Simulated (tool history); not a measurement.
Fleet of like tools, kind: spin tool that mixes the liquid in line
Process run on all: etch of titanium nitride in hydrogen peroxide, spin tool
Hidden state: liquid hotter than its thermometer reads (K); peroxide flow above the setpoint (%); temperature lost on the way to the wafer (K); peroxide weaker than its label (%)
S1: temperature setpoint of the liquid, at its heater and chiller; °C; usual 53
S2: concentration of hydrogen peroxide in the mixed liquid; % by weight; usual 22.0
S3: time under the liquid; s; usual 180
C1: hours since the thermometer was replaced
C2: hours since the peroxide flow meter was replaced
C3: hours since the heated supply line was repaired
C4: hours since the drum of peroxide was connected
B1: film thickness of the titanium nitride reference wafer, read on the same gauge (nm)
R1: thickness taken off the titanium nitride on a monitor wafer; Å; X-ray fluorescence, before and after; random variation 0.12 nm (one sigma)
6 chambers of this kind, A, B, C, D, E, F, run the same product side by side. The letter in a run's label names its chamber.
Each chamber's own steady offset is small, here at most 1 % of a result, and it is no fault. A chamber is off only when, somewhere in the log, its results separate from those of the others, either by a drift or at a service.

run 1C hour=4.3 | S1=53 S2=22.0 S3=180 | C1=1275.6 C2=737.1 C3=29.7 C4=546.2 | B1=60.036 | R1=117.920
run 2D hour=11.7 | S1=53 S2=22.0 S3=180 | C1=1197.2 C2=319.0 C3=1093.1 C4=70.9 | B1=60.001 | R1=116.560
run 3A hour=19.2 | S1=53 S2=22.0 S3=180 | C1=1916.9 C2=213.5 C3=2075.3 C4=197.8 | B1=60.000 | R1=117.350
-- hour=20.3 chamber E: new drum of peroxide connected
run 4B hour=25.3 | S1=53 S2=22.0 S3=180 | C1=946.9 C2=1772.7 C3=1999.5 C4=116.8 | B1=60.006 | R1=117.220
run 5F hour=31.2 | S1=53 S2=22.0 S3=180 | C1=304.6 C2=678.1 C3=410.5 C4=1402.3 | B1=59.965 | R1=118.090
-- hour=36.4 chamber F: new drum of peroxide connected
run 6E hour=36.4 | S1=53 S2=22.0 S3=180 | C1=1321.0 C2=703.7 C3=2413.4 C4=16.1 | B1=59.970 | R1=116.330
run 7A hour=44.8 | S1=53 S2=22.0 S3=180 | C1=1942.5 C2=239.1 C3=2100.9 C4=223.4 | B1=60.037 | R1=117.770
run 8C hour=53.0 | S1=53 S2=22.0 S3=180 | C1=1324.3 C2=785.8 C3=78.4 C4=594.9 | B1=59.988 | R1=116.430
run 9E hour=61.5 | S1=53 S2=22.0 S3=180 | C1=1346.1 C2=728.8 C3=2438.5 C4=41.2 | B1=60.011 | R1=116.710
run 10F hour=68.5 | S1=47 S2=17.5 S3=180 | C1=341.9 C2=715.4 C3=447.8 C4=32.2 | B1=60.025 | R1=72.545
run 11B hour=74.7 | S1=47 S2=17.5 S3=180 | C1=996.3 C2=1822.1 C3=2048.9 C4=166.2 | B1=59.990 | R1=71.980
run 12D hour=80.0 | S1=47 S2=17.5 S3=180 | C1=1265.5 C2=387.3 C3=1161.4 C4=139.2 | B1=59.974 | R1=72.394
run 13E hour=88.4 | S1=47 S2=17.5 S3=180 | C1=1373.0 C2=755.7 C3=2465.4 C4=68.1 | B1=60.023 | R1=72.259
run 14F hour=96.0 | S1=47 S2=17.5 S3=180 | C1=369.4 C2=742.9 C3=475.3 C4=59.7 | B1=59.976 | R1=73.062
run 15D hour=101.1 | S1=47 S2=17.5 S3=180 | C1=1286.6 C2=408.4 C3=1182.5 C4=160.3 | B1=59.989 | R1=72.469
run 16B hour=107.9 | S1=53 S2=22.0 S3=180 | C1=1029.5 C2=1855.3 C3=2082.1 C4=199.4 | B1=59.969 | R1=118.030
run 17A hour=113.4 | S1=53 S2=22.0 S3=180 | C1=2011.1 C2=307.7 C3=2169.5 C4=292.0 | B1=59.994 | R1=119.030
run 18C hour=119.5 | S1=53 S2=22.0 S3=180 | C1=1390.8 C2=852.3 C3=144.9 C4=661.4 | B1=59.981 | R1=118.420
run 19B hour=123.5 | S1=49 S2=22.0 S3=180 | C1=1045.1 C2=1870.9 C3=2097.7 C4=215.0 | B1=59.968 | R1=87.713
run 20E hour=130.3 | S1=49 S2=22.0 S3=180 | C1=1414.9 C2=797.6 C3=2507.3 C4=110.0 | B1=59.951 | R1=89.405
run 21A hour=135.4 | S1=49 S2=22.0 S3=180 | C1=2033.1 C2=329.7 C3=2191.5 C4=314.0 | B1=59.991 | R1=88.515
run 22F hour=144.0 | S1=49 S2=22.0 S3=180 | C1=417.4 C2=790.9 C3=523.3 C4=107.7 | B1=59.945 | R1=88.111
run 23C hour=148.2 | S1=49 S2=22.0 S3=180 | C1=1419.5 C2=881.0 C3=173.6 C4=690.1 | B1=60.001 | R1=86.866
run 24D hour=153.8 | S1=49 S2=22.0 S3=180 | C1=1339.3 C2=461.1 C3=1235.2 C4=213.0 | B1=60.008 | R1=88.331
run 25C hour=160.0 | S1=53 S2=22.0 S3=180 | C1=1431.3 C2=892.8 C3=185.4 C4=701.9 | B1=59.976 | R1=117.390
run 26F hour=165.9 | S1=53 S2=22.0 S3=180 | C1=439.3 C2=812.8 C3=545.2 C4=129.6 | B1=60.020 | R1=116.830
run 27B hour=173.6 | S1=53 S2=22.0 S3=180 | C1=1095.2 C2=1921.0 C3=2147.8 C4=265.1 | B1=59.997 | R1=116.220
-- hour=177.0 chamber C: new drum of peroxide connected
run 28D hour=180.7 | S1=53 S2=22.0 S3=180 | C1=1366.2 C2=488.0 C3=1262.1 C4=239.9 | B1=59.994 | R1=117.270
run 29A hour=187.9 | S1=53 S2=22.0 S3=180 | C1=2085.6 C2=382.2 C3=2244.0 C4=366.5 | B1=59.995 | R1=116.120
run 30E hour=193.7 | S1=53 S2=22.0 S3=180 | C1=1478.3 C2=861.0 C3=2570.7 C4=173.4 | B1=60.027 | R1=117.970
run 31B hour=200.2 | S1=53 S2=22.0 S3=180 | C1=1121.8 C2=1947.6 C3=2174.4 C4=291.7 | B1=59.974 | R1=116.850
run 32C hour=207.7 | S1=53 S2=22.0 S3=180 | C1=1479.0 C2=940.5 C3=233.1 C4=30.7 | B1=60.007 | R1=116.580
run 33A hour=213.8 | S1=53 S2=22.0 S3=180 | C1=2111.5 C2=408.1 C3=2269.9 C4=392.4 | B1=60.018 | R1=117.720
run 34F hour=218.8 | S1=53 S2=22.0 S3=180 | C1=492.2 C2=865.7 C3=598.1 C4=182.5 | B1=59.999 | R1=118.460
run 35E hour=226.2 | S1=53 S2=22.0 S3=180 | C1=1510.8 C2=893.5 C3=2603.2 C4=205.9 | B1=60.005 | R1=119.280
run 36D hour=232.0 | S1=53 S2=22.0 S3=180 | C1=1417.5 C2=539.3 C3=1313.4 C4=291.2 | B1=60.022 | R1=117.430
run 37D hour=240.0 | S1=53 S2=22.0 S3=180 | C1=1425.5 C2=547.3 C3=1321.4 C4=299.2 | B1=60.036 | R1=118.980
run 38A hour=248.1 | S1=53 S2=22.0 S3=180 | C1=2145.8 C2=442.4 C3=2304.2 C4=426.7 | B1=59.983 | R1=116.940
run 39C hour=256.0 | S1=53 S2=28.0 S3=260 | C1=1527.3 C2=988.8 C3=281.4 C4=79.0 | B1=60.013 | R1=180.170
run 40F hour=262.6 | S1=53 S2=28.0 S3=260 | C1=536.0 C2=909.5 C3=641.9 C4=226.3 | B1=60.006 | R1=177.390
run 41B hour=267.5 | S1=53 S2=28.0 S3=260 | C1=1189.1 C2=2014.9 C3=2241.7 C4=359.0 | B1=59.952 | R1=175.760
run 42E hour=273.0 | S1=53 S2=28.0 S3=260 | C1=1557.6 C2=940.3 C3=2650.0 C4=252.7 | B1=60.006 | R1=178.170
run 43D hour=277.4 | S1=53 S2=28.0 S3=260 | C1=1462.9 C2=584.7 C3=1358.8 C4=336.6 | B1=59.983 | R1=175.740

Which is it: a chamber that has drifted or been left off by a service, a gauge drift common to all chambers, or only each chamber's usual small offset? If a chamber is off, name it and its likeliest cause.

No chamber is off and the gauge is stable; the differences are just each chamber's small, constant offset.
